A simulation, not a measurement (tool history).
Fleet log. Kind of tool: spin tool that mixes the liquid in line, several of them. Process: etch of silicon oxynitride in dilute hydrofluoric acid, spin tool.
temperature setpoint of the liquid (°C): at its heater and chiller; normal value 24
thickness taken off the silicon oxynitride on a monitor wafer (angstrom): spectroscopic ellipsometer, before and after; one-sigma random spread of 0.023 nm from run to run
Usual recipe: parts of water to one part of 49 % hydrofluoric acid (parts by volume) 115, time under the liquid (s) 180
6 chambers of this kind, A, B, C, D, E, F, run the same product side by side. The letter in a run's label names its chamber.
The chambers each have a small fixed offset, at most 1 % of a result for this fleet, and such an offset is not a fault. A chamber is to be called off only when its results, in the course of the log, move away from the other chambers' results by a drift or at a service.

run,hour,temperature setpoint of the liquid (°C),parts of water to one part of 49 % hydrofluoric acid (parts by volume),time under the liquid (s),hours since the thermometer was replaced,hours since the hydrofluoric acid flow meter was replaced,"read-back film thickness of the silicon oxynitride reference wafer, read on the same gauge (nm)",thickness taken off the silicon oxynitride on a monitor wafer (angstrom)
1B,8.4,24,115,180,325.4,1525.3,100.020,22.349
2A,21.0,24,115,180,667.6,1083.5,100.020,22.435
3F,35.5,24,115,180,2093.6,117.6,99.985,22.351
4E,42.9,24,115,180,1682.3,1795.6,99.991,22.392
5D,51.8,24,115,180,164.0,773.2,99.951,22.295
6C,64.6,24,115,180,517.3,78.3,100.030,21.912
7C,79.9,24,115,180,532.6,93.6,99.985,22.217
8A,88.7,24,115,180,735.3,1151.2,100.010,22.344
9E,96.1,24,140,180,1735.5,1848.8,99.970,17.880
# hour 106.0: chamber E: hydrofluoric acid flow meter replaced
10D,108.4,24,140,180,220.6,829.8,99.992,17.730
# hour 111.1: chamber F: thermometer replaced
11B,116.8,24,140,180,433.8,1633.7,100.000,18.203
12F,132.5,24,140,180,21.5,214.6,100.000,18.002
13B,139.9,24,140,180,456.9,1656.8,100.020,17.717
14D,150.5,24,140,180,262.7,871.9,99.995,17.469
15C,160.2,24,115,180,612.9,173.9,100.000,21.769
16E,175.8,24,115,180,1815.2,69.8,99.986,22.194
17A,183.6,24,115,180,830.2,1246.1,99.977,22.162
18F,192.4,24,115,180,81.4,274.5,100.000,22.129
19A,201.7,24,115,180,848.3,1264.2,99.993,22.252
20F,216.9,24,115,180,105.9,299.0,99.950,22.008
21D,231.8,24,115,180,344.0,953.2,99.983,21.710
22E,243.6,24,115,180,1883.0,137.6,99.987,21.842
23C,252.9,24,115,180,705.6,266.6,99.951,22.393
24B,267.9,24,115,180,584.9,1784.8,99.987,22.278
25D,278.2,24,115,180,390.4,999.6,99.974,21.102
26F,290.8,24,115,180,179.8,372.9,100.020,21.979
27C,299.4,24,115,180,752.1,313.1,99.947,21.768
28E,311.9,24,115,180,1951.3,205.9,99.916,21.630
29A,325.5,24,115,90,972.1,1388.0,100.030,11.048
30B,337.0,24,115,90,654.0,1853.9,100.020,11.007
31E,351.9,24,115,90,1991.3,245.9,100.030,11.094
32A,358.9,24,115,90,1005.5,1421.4,100.020,11.179
33F,367.1,24,115,90,256.1,449.2,99.975,11.392
34B,375.3,24,115,90,692.3,1892.2,99.952,11.173
35C,383.8,24,115,180,836.5,397.5,99.984,22.176
36D,399.3,24,155,225,511.5,1120.7,100.040,18.064

Next, all 6 chambers run the settings below, one line each with question marks for the results. What does each chamber give?
37A,410.5,24,115,180,,,,?
37B,410.5,24,115,180,,,,?
37C,410.5,24,115,180,,,,?
37D,410.5,24,115,180,,,,?
37E,410.5,24,115,180,,,,?
37F,410.5,24,115,180,,,,?

run,thickness taken off the silicon oxynitride on a monitor wafer (angstrom)
37A,22.169
37B,22.497
37C,22.047
37D,20.413
37E,22.400
37F,22.275
